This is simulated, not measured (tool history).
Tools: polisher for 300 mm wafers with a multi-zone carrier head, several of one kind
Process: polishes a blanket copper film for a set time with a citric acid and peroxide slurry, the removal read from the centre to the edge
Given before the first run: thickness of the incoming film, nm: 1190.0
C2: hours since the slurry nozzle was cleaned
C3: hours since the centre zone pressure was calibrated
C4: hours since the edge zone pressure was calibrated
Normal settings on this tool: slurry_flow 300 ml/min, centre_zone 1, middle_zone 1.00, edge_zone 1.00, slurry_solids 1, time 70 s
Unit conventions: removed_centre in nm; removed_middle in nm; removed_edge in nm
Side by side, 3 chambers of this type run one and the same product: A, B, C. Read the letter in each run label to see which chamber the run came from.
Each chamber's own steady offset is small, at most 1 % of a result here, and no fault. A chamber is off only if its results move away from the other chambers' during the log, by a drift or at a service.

At hour 3.2: chamber A: worn pad replaced by a new one.
Run 1C, hour 4.2: usual settings; wafers polished on this pad 327; C2 531.5; C3 739.0; C4 79.0. Result: removed_centre 147.25 nm, removed_middle 150.15 nm, removed_edge 150.74 nm.
Run 2A, hour 9.1: usual settings; wafers polished on this pad 54; C2 520.3; C3 184.7; C4 152.0. Result: removed_centre 149.13 nm, removed_middle 151.78 nm, removed_edge 149.98 nm.
Run 3B, hour 14.8: usual settings; wafers polished on this pad 473; C2 409.3; C3 262.0; C4 123.1. Result: removed_centre 151.90 nm, removed_middle 150.78 nm, removed_edge 153.12 nm.
Run 4C, hour 21.7: usual settings; wafers polished on this pad 488; C2 549.0; C3 756.5; C4 96.5. Result: removed_centre 152.46 nm, removed_middle 152.01 nm, removed_edge 152.80 nm.
At hour 24.6: chamber B: worn pad replaced by a new one.
Run 5A, hour 27.9: usual settings; wafers polished on this pad 228; C2 539.1; C3 203.5; C4 170.8. Result: removed_centre 149.97 nm, removed_middle 148.58 nm, removed_edge 151.49 nm.
Run 6B, hour 33.1: usual settings; wafers polished on this pad 78; C2 427.6; C3 280.3; C4 141.4. Result: removed_centre 152.20 nm, removed_middle 153.42 nm, removed_edge 149.69 nm.
Run 7A, hour 39.5: usual settings; wafers polished on this pad 335; C2 550.7; C3 215.1; C4 182.4. Result: removed_centre 148.56 nm, removed_middle 148.74 nm, removed_edge 151.52 nm.
Run 8B, hour 46.0: usual settings; wafers polished on this pad 197; C2 440.5; C3 293.2; C4 154.3. Result: removed_centre 151.12 nm, removed_middle 151.71 nm, removed_edge 149.66 nm.
Run 9C, hour 51.0: usual settings; wafers polished on this pad 758; C2 578.3; C3 785.8; C4 125.8. Result: removed_centre 148.46 nm, removed_middle 149.70 nm, removed_edge 152.14 nm.
At hour 55.2: chamber A: slurry nozzle cleaned.
Run 10A, hour 56.4: usual settings; wafers polished on this pad 490; C2 1.2; C3 232.0; C4 199.3. Result: removed_centre 149.60 nm, removed_middle 151.60 nm, removed_edge 151.59 nm.
Run 11B, hour 62.6: usual settings but time 51 s; wafers polished on this pad 350; C2 457.1; C3 309.8; C4 170.9. Result: removed_centre 110.84 nm, removed_middle 109.91 nm, removed_edge 110.71 nm.
Run 12C, hour 67.2: usual settings but time 51 s; wafers polished on this pad 908; C2 594.5; C3 802.0; C4 142.0. Result: removed_centre 111.19 nm, removed_middle 109.61 nm, removed_edge 108.22 nm.
At hour 72.4: chamber C: worn pad replaced by a new one.
Run 13C, hour 73.4: usual settings but time 51 s; wafers polished on this pad 9; C2 600.7; C3 808.2; C4 148.2. Result: removed_centre 110.37 nm, removed_middle 110.95 nm, removed_edge 111.50 nm.
At hour 74.4: chamber B: worn pad replaced by a new one.
Run 14B, hour 80.3: usual settings but time 82 s; wafers polished on this pad 55; C2 474.8; C3 327.5; C4 188.6. Result: removed_centre 181.19 nm, removed_middle 179.81 nm, removed_edge 177.04 nm.
Run 15A, hour 85.3: usual settings but time 82 s; wafers polished on this pad 757; C2 30.1; C3 260.9; C4 228.2. Result: removed_centre 174.43 nm, removed_middle 179.83 nm, removed_edge 174.69 nm.
At hour 86.0: chamber C: slurry nozzle cleaned.
Run 16A, hour 89.8: usual settings but time 82 s; wafers polished on this pad 798; C2 34.6; C3 265.4; C4 232.7. Result: removed_centre 177.78 nm, removed_middle 179.36 nm, removed_edge 173.54 nm.
Run 17B, hour 96.8: usual settings; wafers polished on this pad 207; C2 491.3; C3 344.0; C4 205.1. Result: removed_centre 150.64 nm, removed_middle 149.66 nm, removed_edge 155.82 nm.
Run 18C, hour 104.7: usual settings; wafers polished on this pad 298; C2 18.7; C3 839.5; C4 179.5. Result: removed_centre 151.19 nm, removed_middle 151.86 nm, removed_edge 152.59 nm.
Run 19B, hour 111.5: usual settings but edge_zone 1.05; wafers polished on this pad 342; C2 506.0; C3 358.7; C4 219.8. Result: removed_centre 151.03 nm, removed_middle 148.33 nm, removed_edge 160.08 nm.
Run 20A, hour 115.5: usual settings but edge_zone 1.05; wafers polished on this pad 1035; C2 60.3; C3 291.1; C4 258.4. Result: removed_centre 147.64 nm, removed_middle 151.39 nm, removed_edge 151.99 nm.
Run 21C, hour 119.1: usual settings but edge_zone 1.05; wafers polished on this pad 431; C2 33.1; C3 853.9; C4 193.9. Result: removed_centre 152.74 nm, removed_middle 151.93 nm, removed_edge 152.32 nm.
Run 22C, hour 124.1: usual settings; wafers polished on this pad 477; C2 38.1; C3 858.9; C4 198.9. Result: removed_centre 154.98 nm, removed_middle 147.87 nm, removed_edge 153.03 nm.
Run 23B, hour 128.5: usual settings; wafers polished on this pad 499; C2 523.0; C3 375.7; C4 236.8. Result: removed_centre 150.44 nm, removed_middle 149.15 nm, removed_edge 148.42 nm.
At hour 131.7: chamber B: worn pad replaced by a new one.
Run 24A, hour 136.2: usual settings; wafers polished on this pad 1226; C2 81.0; C3 311.8; C4 279.1. Result: removed_centre 148.69 nm, removed_middle 153.14 nm, removed_edge 147.06 nm.
Run 25C, hour 143.4: usual settings; wafers polished on this pad 655; C2 57.4; C3 878.2; C4 218.2. Result: removed_centre 152.26 nm, removed_middle 147.47 nm, removed_edge 151.73 nm.
At hour 150.4: chamber C: centre zone pressure recalibrated.
Run 26B, hour 150.9: usual settings but edge_zone 1.09; wafers polished on this pad 177; C2 545.4; C3 398.1; C4 259.2. Result: removed_centre 152.15 nm, removed_middle 149.96 nm, removed_edge 159.80 nm.
Run 27A, hour 158.1: usual settings but edge_zone 1.09; wafers polished on this pad 1428; C2 102.9; C3 333.7; C4 301.0. Result: removed_centre 152.75 nm, removed_middle 151.62 nm, removed_edge 158.74 nm.
At hour 160.4: chamber A: worn pad replaced by a new one.
Run 28A, hour 161.7: usual settings but edge_zone 1.09; wafers polished on this pad 11; C2 106.5; C3 337.3; C4 304.6. Result: removed_centre 150.19 nm, removed_middle 151.81 nm, removed_edge 158.11 nm.
Run 29B, hour 168.8: usual settings; wafers polished on this pad 342; C2 563.3; C3 416.0; C4 277.1. Result: removed_centre 147.74 nm, removed_middle 148.70 nm, removed_edge 149.34 nm.
Run 30C, hour 175.3: usual settings; wafers polished on this pad 949; C2 89.3; C3 25.0; C4 250.1. Result: removed_centre 148.83 nm, removed_middle 148.47 nm, removed_edge 148.46 nm.
Run 31C, hour 179.9: usual settings; wafers polished on this pad 991; C2 93.9; C3 29.6; C4 254.7. Result: removed_centre 149.41 nm, removed_middle 148.69 nm, removed_edge 153.81 nm.
At hour 183.9: chamber C: worn pad replaced by a new one.
Run 32A, hour 187.4: usual settings; wafers polished on this pad 248; C2 132.2; C3 363.0; C4 330.3. Result: removed_centre 151.79 nm, removed_middle 151.09 nm, removed_edge 149.56 nm.
Run 33B, hour 191.9: usual settings; wafers polished on this pad 554; C2 586.4; C3 439.1; C4 300.2. Result: removed_centre 147.69 nm, removed_middle 145.28 nm, removed_edge 148.45 nm.
At hour 195.2: chamber B: worn pad replaced by a new one.
Run 34B, hour 198.5: usual settings but middle_zone 1.06; wafers polished on this pad 31; C2 593.0; C3 445.7; C4 306.8. Result: removed_centre 148.42 nm, removed_middle 155.14 nm, removed_edge 147.17 nm.
Run 35C, hour 206.2: usual settings but middle_zone 1.06; wafers polished on this pad 206; C2 120.2; C3 55.9; C4 281.0. Result: removed_centre 151.28 nm, removed_middle 157.93 nm, removed_edge 152.37 nm.
At hour 210.5: chamber B: centre zone pressure recalibrated.
Run 36A, hour 211.9: usual settings but middle_zone 1.06; wafers polished on this pad 474; C2 156.7; C3 387.5; C4 354.8. Result: removed_centre 149.56 nm, removed_middle 159.21 nm, removed_edge 152.43 nm.
Run 37B, hour 216.4: usual settings; wafers polished on this pad 196; C2 610.9; C3 5.9; C4 324.7. Result: removed_centre 140.77 nm, removed_middle 147.12 nm, removed_edge 144.51 nm.
Run 38C, hour 220.0: usual settings; wafers polished on this pad 333; C2 134.0; C3 69.7; C4 294.8. Result: removed_centre 154.63 nm, removed_middle 151.73 nm, removed_edge 150.24 nm.
Run 39A, hour 224.5: usual settings; wafers polished on this pad 590; C2 169.3; C3 400.1; C4 367.4. Result: removed_centre 147.26 nm, removed_middle 149.50 nm, removed_edge 150.15 nm.
Run 40B, hour 229.8: usual settings; wafers polished on this pad 319; C2 624.3; C3 19.3; C4 338.1. Result: removed_centre 146.91 nm, removed_middle 143.07 nm, removed_edge 148.33 nm.
Run 41A, hour 237.0: usual settings but edge_zone 1.08; wafers polished on this pad 706; C2 181.8; C3 412.6; C4 379.9. Result: removed_centre 151.13 nm, removed_middle 152.54 nm, removed_edge 154.99 nm.
Run 42C, hour 244.1: usual settings but edge_zone 1.08; wafers polished on this pad 555; C2 158.1; C3 93.8; C4 318.9. Result: removed_centre 146.22 nm, removed_middle 152.35 nm, removed_edge 154.38 nm.
Run 43C, hour 250.6: usual settings but edge_zone 1.08; wafers polished on this pad 615; C2 164.6; C3 100.3; C4 325.4. Result: removed_centre 146.13 nm, removed_middle 150.47 nm, removed_edge 157.08 nm.

Predict what each chamber gives when all 3 of them run the settings below next.
Run 44A, hour 256.3: usual settings. Result: removed_centre ?, removed_middle ?, removed_edge ?.
Run 44B, hour 256.3: usual settings. Result: removed_centre ?, removed_middle ?, removed_edge ?.
Run 44C, hour 256.3: usual settings. Result: removed_centre ?, removed_middle ?, removed_edge ?.

run  removed_centre  removed_middle  removed_edge
44A          149.51          149.80        149.27
44B          142.61          139.35        142.84
44C          149.37          151.72        153.91
